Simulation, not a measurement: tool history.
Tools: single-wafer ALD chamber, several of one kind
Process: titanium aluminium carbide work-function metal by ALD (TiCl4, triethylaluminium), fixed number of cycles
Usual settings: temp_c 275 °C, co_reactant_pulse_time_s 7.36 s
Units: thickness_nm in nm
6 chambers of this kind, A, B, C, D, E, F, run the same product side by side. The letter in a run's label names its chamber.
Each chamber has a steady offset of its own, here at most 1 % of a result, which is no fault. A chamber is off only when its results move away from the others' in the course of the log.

| run | day | temp_c | co_reactant_pulse_time_s | hours since the last thermocouple change | hours since the last triethylaluminium bottle change | read-back reference wafer on the same gauge, thickness_nm | thickness_nm |
|---|---|---|---|---|---|---|---|
| 1E | 0.588 | 275 | 7.36 | 2413 | 941.3 | 1.6706 | 1.707 |
| 2C | 0.983 | 275 | 7.36 | 1263.9 | 462.6 | 1.6693 | 1.6918 |
| 3B | 1.354 | 275 | 7.36 | 477.1 | 848.4 | 1.6693 | 1.6892 |
| 4A | 1.971 | 275 | 7.36 | 150.8 | 872.4 | 1.6691 | 1.7071 |
| 5F | 2.562 | 275 | 7.36 | 700.2 | 843.7 | 1.6684 | 1.6867 |
| 6D | 2.992 | 275 | 7.36 | 959.7 | 954.9 | 1.6687 | 1.683 |
| 7B | 3.646 | 275 | 7.36 | 532.1 | 903.4 | 1.6683 | 1.6858 |
| 8D | 4.296 | 275 | 7.36 | 991 | 986.2 | 1.6671 | 1.6785 |
| 9E | 4.871 | 275 | 7.36 | 2515.8 | 1044.1 | 1.667 | 1.6999 |
| 10F | 5.292 | 275 | 7.36 | 765.7 | 909.2 | 1.6674 | 1.6865 |
| 11C | 5.933 | 275 | 7.36 | 1382.7 | 581.4 | 1.6669 | 1.697 |
| 12A | 6.504 | 275 | 7.36 | 259.6 | 981.2 | 1.6665 | 1.7013 |
| 13C | 7.038 | 275 | 7.36 | 1409.2 | 607.9 | 1.6661 | 1.6952 |
| 14F | 7.658 | 275 | 7.36 | 822.5 | 966 | 1.6654 | 1.6875 |
| 15B | 8.012 | 275 | 7.36 | 636.9 | 1008.2 | 1.6654 | 1.6871 |
| 16D | 8.55 | 275 | 7.36 | 1093.1 | 1088.3 | 1.6653 | 1.677 |
|  | 8.596 | chamber C: thermocouple changed; heater temperature recalibrated |
| 17A | 8.962 | 275 | 7.36 | 318.6 | 1040.2 | 1.6649 | 1.6919 |
| 18E | 9.254 | 275 | 7.36 | 2621 | 1149.3 | 1.6656 | 1.6988 |
| 19C | 9.838 | 275 | 7.36 | 29.9 | 675.1 | 1.6642 | 1.698 |
| 20E | 10.254 | 275 | 7.36 | 2645 | 1173.3 | 1.6638 | 1.695 |
| 21D | 10.55 | 275 | 7.36 | 1141.1 | 1136.3 | 1.6647 | 1.6806 |
| 22A | 10.904 | 275 | 7.36 | 365.2 | 1086.8 | 1.6635 | 1.6936 |
| 23B | 11.279 | 275 | 7.36 | 715.3 | 1086.6 | 1.6637 | 1.6836 |
| 24F | 11.621 | 275 | 7.36 | 917.6 | 1061.1 | 1.6636 | 1.6822 |
| 25B | 12.188 | 275 | 7.36 | 737.1 | 1108.4 | 1.663 | 1.6795 |
| 26D | 12.571 | 287 | 9.72 | 1189.6 | 1184.8 | 1.6632 | 1.8605 |
| 27C | 12.954 | 287 | 9.72 | 104.7 | 749.9 | 1.6623 | 1.8778 |
| 28F | 13.608 | 287 | 9.72 | 965.3 | 1108.8 | 1.6624 | 1.8632 |
| 29A | 14.067 | 287 | 9.72 | 441.1 | 1162.7 | 1.662 | 1.876 |
|  | 14.404 | chamber B: triethylaluminium bottle replaced |
| 30E | 14.425 | 287 | 9.72 | 2745.1 | 1273.4 | 1.6618 | 1.882 |
| 31F | 14.779 | 287 | 9.72 | 993.4 | 1136.9 | 1.6622 | 1.8661 |
| 32C | 15.096 | 275 | 7.36 | 156.1 | 801.3 | 1.6611 | 1.692 |
| 33D | 15.675 | 275 | 7.36 | 1264.1 | 1259.3 | 1.6611 | 1.6772 |
| 34B | 16.162 | 275 | 7.36 | 832.5 | 42.3 | 1.6606 | 1.6843 |
| 35E | 16.492 | 275 | 7.36 | 2794.7 | 1323 | 1.661 | 1.6974 |
| 36A | 16.867 | 275 | 7.36 | 508.3 | 1229.9 | 1.6605 | 1.6884 |
| 37B | 17.183 | 269 | 7.36 | 857 | 66.8 | 1.6603 | 1.6258 |
| 38D | 17.712 | 269 | 7.36 | 1313 | 1308.2 | 1.661 | 1.6302 |
| 39C | 18.212 | 269 | 7.36 | 230.9 | 876.1 | 1.6595 | 1.6428 |
| 40F | 18.812 | 269 | 7.36 | 1090.2 | 1233.7 | 1.6595 | 1.6258 |
| 41A | 19.112 | 269 | 7.36 | 562.2 | 1283.8 | 1.6592 | 1.6467 |
| 42E | 19.592 | 269 | 7.36 | 2869.1 | 1397.4 | 1.6594 | 1.6467 |

Next, every chamber runs the same settings. What will each give?
| 43A | 20.067 | 275 | 7.36 |  |  |  | ? |
| 43B | 20.067 | 275 | 7.36 |  |  |  | ? |
| 43C | 20.067 | 275 | 7.36 |  |  |  | ? |
| 43D | 20.067 | 275 | 7.36 |  |  |  | ? |
| 43E | 20.067 | 275 | 7.36 |  |  |  | ? |
| 43F | 20.067 | 275 | 7.36 |  |  |  | ? |

| run | thickness_nm |
|---|---|
| 43A | 1.6909 |
| 43B | 1.6795 |
| 43C | 1.6905 |
| 43D | 1.6762 |
| 43E | 1.6939 |
| 43F | 1.6766 |

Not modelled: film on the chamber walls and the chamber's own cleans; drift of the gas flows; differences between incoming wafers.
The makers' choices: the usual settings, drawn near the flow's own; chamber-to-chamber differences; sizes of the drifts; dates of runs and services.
